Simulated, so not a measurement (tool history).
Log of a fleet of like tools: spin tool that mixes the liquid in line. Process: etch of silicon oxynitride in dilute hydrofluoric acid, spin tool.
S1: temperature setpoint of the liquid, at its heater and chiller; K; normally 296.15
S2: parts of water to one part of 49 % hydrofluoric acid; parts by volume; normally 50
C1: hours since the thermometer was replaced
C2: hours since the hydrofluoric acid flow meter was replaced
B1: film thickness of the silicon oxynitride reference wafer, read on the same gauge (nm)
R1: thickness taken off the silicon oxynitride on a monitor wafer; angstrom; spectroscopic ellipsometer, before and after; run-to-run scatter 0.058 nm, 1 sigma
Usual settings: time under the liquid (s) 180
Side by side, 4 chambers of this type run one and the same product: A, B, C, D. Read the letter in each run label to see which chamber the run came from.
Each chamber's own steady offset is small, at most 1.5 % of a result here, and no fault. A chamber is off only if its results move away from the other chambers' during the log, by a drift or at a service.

run 1D hour=5.9 | S1=296.15 S2=50 time_under_the_liquid_(s)=180 | C1=364.5 C2=1181 | B1=130.02 | R1=170.57
run 2B hour=19.4 | S1=296.15 S2=50 time_under_the_liquid_(s)=180 | C1=475.7 C2=619.6 | B1=129.96 | R1=171.16
run 3A hour=28.9 | S1=296.15 S2=50 time_under_the_liquid_(s)=180 | C1=1720.8 C2=45.4 | B1=130.02 | R1=173.39
run 4C hour=40.8 | S1=296.15 S2=50 time_under_the_liquid_(s)=180 | C1=464.3 C2=998.3 | B1=130.01 | R1=170.3
run 5D hour=48.9 | S1=296.15 S2=50 time_under_the_liquid_(s)=180 | C1=407.5 C2=1224 | B1=129.99 | R1=170.68
run 6A hour=59.4 | S1=296.15 S2=50 time_under_the_liquid_(s)=180 | C1=1751.3 C2=75.9 | B1=129.96 | R1=173.68
run 7B hour=67.5 | S1=296.15 S2=50 time_under_the_liquid_(s)=180 | C1=523.8 C2=667.7 | B1=129.98 | R1=171.18
run 8C hour=77.6 | S1=296.15 S2=40 time_under_the_liquid_(s)=115 | C1=501.1 C2=1035.1 | B1=129.99 | R1=137.82
run 9A hour=88.1 | S1=296.15 S2=40 time_under_the_liquid_(s)=115 | C1=1780 C2=104.6 | B1=129.98 | R1=139.86
run 10D hour=100.7 | S1=296.15 S2=40 time_under_the_liquid_(s)=115 | C1=459.3 C2=1275.8 | B1=129.96 | R1=137.22
run 11C hour=109.4 | S1=296.15 S2=40 time_under_the_liquid_(s)=115 | C1=532.9 C2=1066.9 | B1=129.99 | R1=136.4
run 12B hour=119.7 | S1=296.15 S2=50 time_under_the_liquid_(s)=180 | C1=576 C2=719.9 | B1=129.99 | R1=170.96
-- hour=122.6 chamber C: thermometer replaced
run 13B hour=126.8 | S1=296.15 S2=50 time_under_the_liquid_(s)=180 | C1=583.1 C2=727 | B1=129.98 | R1=171.63
run 14A hour=138.2 | S1=296.15 S2=50 time_under_the_liquid_(s)=180 | C1=1830.1 C2=154.7 | B1=130.03 | R1=173.82
run 15C hour=144.8 | S1=296.15 S2=50 time_under_the_liquid_(s)=180 | C1=22.2 C2=1102.3 | B1=129.98 | R1=170.39
run 16D hour=155.9 | S1=296.15 S2=50 time_under_the_liquid_(s)=180 | C1=514.5 C2=1331 | B1=129.95 | R1=171.42
run 17A hour=163 | S1=296.15 S2=50 time_under_the_liquid_(s)=180 | C1=1854.9 C2=179.5 | B1=129.99 | R1=173.93
run 18D hour=172 | S1=296.15 S2=50 time_under_the_liquid_(s)=180 | C1=530.6 C2=1347.1 | B1=130 | R1=171.06
run 19B hour=185.1 | S1=296.15 S2=50 time_under_the_liquid_(s)=180 | C1=641.4 C2=785.3 | B1=130 | R1=172.39
run 20C hour=197.3 | S1=298.15 S2=50 time_under_the_liquid_(s)=275 | C1=74.7 C2=1154.8 | B1=130.04 | R1=288.53
run 21D hour=210.4 | S1=298.15 S2=50 time_under_the_liquid_(s)=275 | C1=569 C2=1385.5 | B1=129.99 | R1=287.11
run 22A hour=221.3 | S1=298.15 S2=50 time_under_the_liquid_(s)=275 | C1=1913.2 C2=237.8 | B1=129.95 | R1=293.86
run 23C hour=228.9 | S1=298.15 S2=50 time_under_the_liquid_(s)=275 | C1=106.3 C2=1186.4 | B1=129.97 | R1=288.07
run 24B hour=238.7 | S1=296.15 S2=50 time_under_the_liquid_(s)=180 | C1=695 C2=838.9 | B1=130 | R1=170.83
run 25A hour=247.9 | S1=296.15 S2=50 time_under_the_liquid_(s)=180 | C1=1939.8 C2=264.4 | B1=130.01 | R1=174.05
run 26D hour=257.9 | S1=293.15 S2=65 time_under_the_liquid_(s)=180 | C1=616.5 C2=1433 | B1=130.03 | R1=112.15
run 27B hour=265.5 | S1=293.15 S2=65 time_under_the_liquid_(s)=180 | C1=721.8 C2=865.7 | B1=130 | R1=112.64
run 28C hour=277.1 | S1=293.15 S2=65 time_under_the_liquid_(s)=180 | C1=154.5 C2=1234.6 | B1=129.98 | R1=114.33
run 29D hour=284.2 | S1=293.15 S2=65 time_under_the_liquid_(s)=180 | C1=642.8 C2=1459.3 | B1=129.98 | R1=113.04
run 30C hour=296.6 | S1=291.65 S2=50 time_under_the_liquid_(s)=225 | C1=174 C2=1254.1 | B1=130.01 | R1=174.25
run 31A hour=305.5 | S1=291.65 S2=50 time_under_the_liquid_(s)=225 | C1=1997.4 C2=322 | B1=129.96 | R1=172.81
-- hour=311 chamber A: thermometer replaced
run 32B hour=317.5 | S1=291.65 S2=50 time_under_the_liquid_(s)=225 | C1=773.8 C2=917.7 | B1=130.01 | R1=171.44
run 33A hour=329.8 | S1=291.65 S2=50 time_under_the_liquid_(s)=225 | C1=18.8 C2=346.3 | B1=130.03 | R1=173.14
run 34D hour=341.4 | S1=292.15 S2=50 time_under_the_liquid_(s)=230 | C1=700 C2=1516.5 | B1=130.01 | R1=178.09
run 35C hour=350.3 | S1=292.15 S2=50 time_under_the_liquid_(s)=230 | C1=227.7 C2=1307.8 | B1=129.99 | R1=184.19
run 36B hour=361.4 | S1=292.15 S2=50 time_under_the_liquid_(s)=230 | C1=817.7 C2=961.6 | B1=130 | R1=179.5
-- hour=364.4 chamber D: hydrofluoric acid flow meter replaced
run 37D hour=368.1 | S1=292.15 S2=50 time_under_the_liquid_(s)=230 | C1=726.7 C2=3.7 | B1=130.02 | R1=179.05
run 38C hour=375.8 | S1=296.15 S2=50 time_under_the_liquid_(s)=180 | C1=253.2 C2=1333.3 | B1=129.98 | R1=177.03
run 39A hour=382.4 | S1=296.15 S2=50 time_under_the_liquid_(s)=180 | C1=71.4 C2=398.9 | B1=129.99 | R1=172.47
run 40B hour=392.7 | S1=299.15 S2=50 time_under_the_liquid_(s)=180 | C1=849 C2=992.9 | B1=130 | R1=197.29
run 41A hour=402.8 | S1=299.15 S2=50 time_under_the_liquid_(s)=180 | C1=91.8 C2=419.3 | B1=130 | R1=201.24

Is one chamber out of step, is the gauge drifting, or do the chambers differ by no more than their own small offsets? For an off chamber, give its letter and the likeliest cause.

Little by little, chamber C moves away from the other chambers.
Likeliest cause: hydrofluoric acid flow above the setpoint (%) = 3.9.
From this log alone, it may not be told apart from: liquid hotter than its thermometer reads (K).

Below are 4 candidate recipes for chamber C's next run, each the usual settings with a change, their results shown as question marks. Which of them brings C's results back in line with what the other chambers give on the usual settings?
To be in line, a result may differ from the other chambers' mean on the usual settings by at most: R1 2 angstrom
run 42C-1 hour=412.5 | S1=296.15 S2=50 time_under_the_liquid_(s)=170 | R1=?
run 42C-2 hour=412.5 | S1=296.15 S2=50 time_under_the_liquid_(s)=190 | R1=?
run 42C-3 hour=412.5 | S1=296.15 S2=50 time_under_the_liquid_(s)=175 | R1=?
run 42C-4 hour=412.5 | S1=296.15 S2=50 time_under_the_liquid_(s)=185 | R1=?

The other chambers' mean on the usual settings: R1 171.9 angstrom
run=42C-1 R1=167.19
run=42C-2 R1=186.86
run=42C-3 R1=172.11
run=42C-4 R1=181.95
The answer is 42C-3, which returns the chamber to within the allowed miss of the others.
